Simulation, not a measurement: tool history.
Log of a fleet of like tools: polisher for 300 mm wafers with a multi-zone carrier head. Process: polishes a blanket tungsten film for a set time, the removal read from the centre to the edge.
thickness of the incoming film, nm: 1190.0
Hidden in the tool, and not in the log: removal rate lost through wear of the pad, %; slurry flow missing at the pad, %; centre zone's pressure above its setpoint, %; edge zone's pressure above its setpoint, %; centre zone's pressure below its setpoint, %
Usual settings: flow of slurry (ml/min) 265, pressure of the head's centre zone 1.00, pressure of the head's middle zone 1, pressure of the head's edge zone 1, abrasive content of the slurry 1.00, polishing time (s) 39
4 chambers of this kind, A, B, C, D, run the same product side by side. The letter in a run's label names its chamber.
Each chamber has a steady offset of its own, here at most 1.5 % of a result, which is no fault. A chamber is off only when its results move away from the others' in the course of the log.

| run | hour | flow of slurry (ml/min) | pressure of the head's centre zone | pressure of the head's middle zone | pressure of the head's edge zone | abrasive content of the slurry | polishing time (s) | wafers polished on this pad | hours since the slurry nozzle was cleaned | hours since the centre zone pressure was calibrated | hours since the edge zone pressure was calibrated | film removed at the wafer's centre (nm) | film removed at mid-radius (nm) | film removed at the wafer's edge (nm) |
|---|---|---|---|---|---|---|---|---|---|---|---|---|---|---|
| 1C | 7.5 | 265 | 1.00 | 1 | 1 | 1.00 | 39 | 305 | 463.3 | 433.0 | 192.5 | 199.94 | 201.48 | 200.64 |
| 2D | 17.2 | 265 | 1.00 | 1 | 1 | 1.00 | 39 | 547 | 397.2 | 67.0 | 418.5 | 202.54 | 200.34 | 205.39 |
|  | 17.7 | chamber D: edge zone pressure recalibrated |
|  | 28.1 | chamber A: worn pad replaced by a new one |
| 3B | 28.9 | 265 | 1.00 | 1 | 1 | 1.00 | 39 | 552 | 284.5 | 832.1 | 399.4 | 204.26 | 200.00 | 205.23 |
|  | 29.4 | chamber C: worn pad replaced by a new one |
| 4A | 38.1 | 265 | 1.00 | 1 | 1 | 1.00 | 39 | 120 | 312.4 | 153.5 | 199.8 | 205.35 | 199.99 | 202.06 |
|  | 43.8 | chamber B: worn pad replaced by a new one |
| 5B | 45.4 | 265 | 1.00 | 1 | 1 | 1.00 | 39 | 19 | 301.0 | 848.6 | 415.9 | 203.99 | 200.18 | 205.63 |
| 6C | 58.7 | 265 | 1.00 | 1 | 1 | 1.00 | 39 | 352 | 514.5 | 484.2 | 243.7 | 202.56 | 205.30 | 203.21 |
|  | 59.9 | chamber B: edge zone pressure recalibrated |
| 7A | 72.6 | 265 | 0.91 | 1 | 1 | 1.25 | 39 | 535 | 346.9 | 188.0 | 234.3 | 195.36 | 216.05 | 210.01 |
|  | 77.8 | chamber D: worn pad replaced by a new one |
| 8D | 80.8 | 265 | 0.91 | 1 | 1 | 1.25 | 39 | 36 | 460.8 | 130.6 | 63.2 | 195.62 | 215.85 | 213.10 |
|  | 88.9 | chamber C: worn pad replaced by a new one |
|  | 95.3 | chamber C: centre zone pressure recalibrated |
| 9B | 95.3 | 265 | 0.91 | 1 | 1 | 1.25 | 39 | 618 | 350.9 | 898.5 | 35.4 | 193.73 | 212.30 | 218.67 |
|  | 98.1 | chamber B: worn pad replaced by a new one |
|  | 98.6 | chamber D: slurry nozzle cleaned |
| 10A | 108.9 | 265 | 0.91 | 1 | 1 | 1.25 | 39 | 970 | 383.2 | 224.3 | 270.6 | 190.82 | 218.74 | 211.41 |
| 11D | 118.5 | 265 | 1.00 | 1 | 1 | 1.00 | 39 | 488 | 20.0 | 168.3 | 100.9 | 204.13 | 202.80 | 202.97 |
| 12C | 127.6 | 265 | 1.00 | 1 | 1 | 1.00 | 39 | 464 | 583.4 | 32.4 | 312.6 | 218.69 | 202.34 | 197.53 |
|  | 134.5 | chamber A: worn pad replaced by a new one |
| 13D | 135.6 | 265 | 1.00 | 1 | 1 | 1.00 | 39 | 694 | 37.1 | 185.4 | 118.0 | 204.38 | 199.35 | 202.58 |
|  | 141.1 | chamber C: worn pad replaced by a new one |
| 14A | 148.3 | 265 | 1.00 | 1 | 1 | 1.00 | 39 | 165 | 422.6 | 263.7 | 310.0 | 205.55 | 204.17 | 203.31 |
|  | 156.8 | chamber B: worn pad replaced by a new one |
| 15B | 160.7 | 265 | 1.00 | 1 | 1 | 1.00 | 39 | 47 | 416.3 | 963.9 | 100.8 | 201.96 | 199.64 | 204.43 |
| 16C | 169.6 | 265 | 1.00 | 1 | 1 | 1.00 | 39 | 342 | 625.4 | 74.4 | 354.6 | 218.52 | 200.69 | 201.09 |
| 17C | 177.1 | 265 | 1.00 | 1 | 1 | 1.00 | 39 | 432 | 632.9 | 81.9 | 362.1 | 218.07 | 204.17 | 198.94 |
|  | 177.7 | chamber D: worn pad replaced by a new one |
|  | 177.9 | chamber B: centre zone pressure recalibrated |
| 18B | 189.3 | 265 | 1.00 | 1 | 1 | 1.00 | 39 | 390 | 444.9 | 11.4 | 129.4 | 205.03 | 201.60 | 206.04 |
|  | 199.2 | chamber C: worn pad replaced by a new one |
| 19D | 201.5 | 265 | 1.00 | 1 | 1 | 1.00 | 39 | 286 | 103.0 | 251.3 | 183.9 | 205.23 | 204.23 | 201.24 |
| 20A | 217.6 | 265 | 1.00 | 1 | 1 | 1.00 | 39 | 997 | 491.9 | 333.0 | 379.3 | 204.89 | 203.00 | 206.28 |
|  | 218.6 | chamber B: worn pad replaced by a new one |
| 21C | 226.3 | 265 | 1.00 | 1 | 1 | 1.00 | 39 | 325 | 682.1 | 131.1 | 411.3 | 218.81 | 203.13 | 200.89 |
|  | 227.5 | chamber A: worn pad replaced by a new one |
| 22B | 241.5 | 265 | 1.00 | 1 | 1 | 1.00 | 39 | 275 | 497.1 | 63.6 | 181.6 | 203.76 | 202.05 | 202.32 |
| 23A | 250.6 | 265 | 1.00 | 1 | 1 | 1.00 | 39 | 277 | 524.9 | 366.0 | 412.3 | 205.13 | 202.47 | 206.82 |
|  | 258.9 | chamber C: worn pad replaced by a new one |
| 24D | 263.5 | 265 | 1.00 | 1 | 1 | 1.00 | 53 | 1030 | 165.0 | 313.3 | 245.9 | 278.01 | 271.25 | 272.50 |
| 25C | 272.2 | 265 | 1.00 | 1 | 1 | 1.00 | 53 | 160 | 728.0 | 177.0 | 457.2 | 298.72 | 276.28 | 272.68 |

Next, every chamber runs the same settings. What will each give?
| 26A | 283.8 | 345 | 1.00 | 1 | 1 | 1.00 | 39 |  |  |  |  | ? | ? | ? |
| 26B | 283.8 | 345 | 1.00 | 1 | 1 | 1.00 | 39 |  |  |  |  | ? | ? | ? |
| 26C | 283.8 | 345 | 1.00 | 1 | 1 | 1.00 | 39 |  |  |  |  | ? | ? | ? |
| 26D | 283.8 | 345 | 1.00 | 1 | 1 | 1.00 | 39 |  |  |  |  | ? | ? | ? |

| run | film removed at the wafer's centre (nm) | film removed at mid-radius (nm) | film removed at the wafer's edge (nm) |
|---|---|---|---|
| 26A | 210.81 | 209.80 | 206.62 |
| 26B | 208.85 | 204.91 | 209.80 |
| 26C | 225.90 | 210.65 | 206.49 |
| 26D | 209.05 | 209.91 | 208.78 |

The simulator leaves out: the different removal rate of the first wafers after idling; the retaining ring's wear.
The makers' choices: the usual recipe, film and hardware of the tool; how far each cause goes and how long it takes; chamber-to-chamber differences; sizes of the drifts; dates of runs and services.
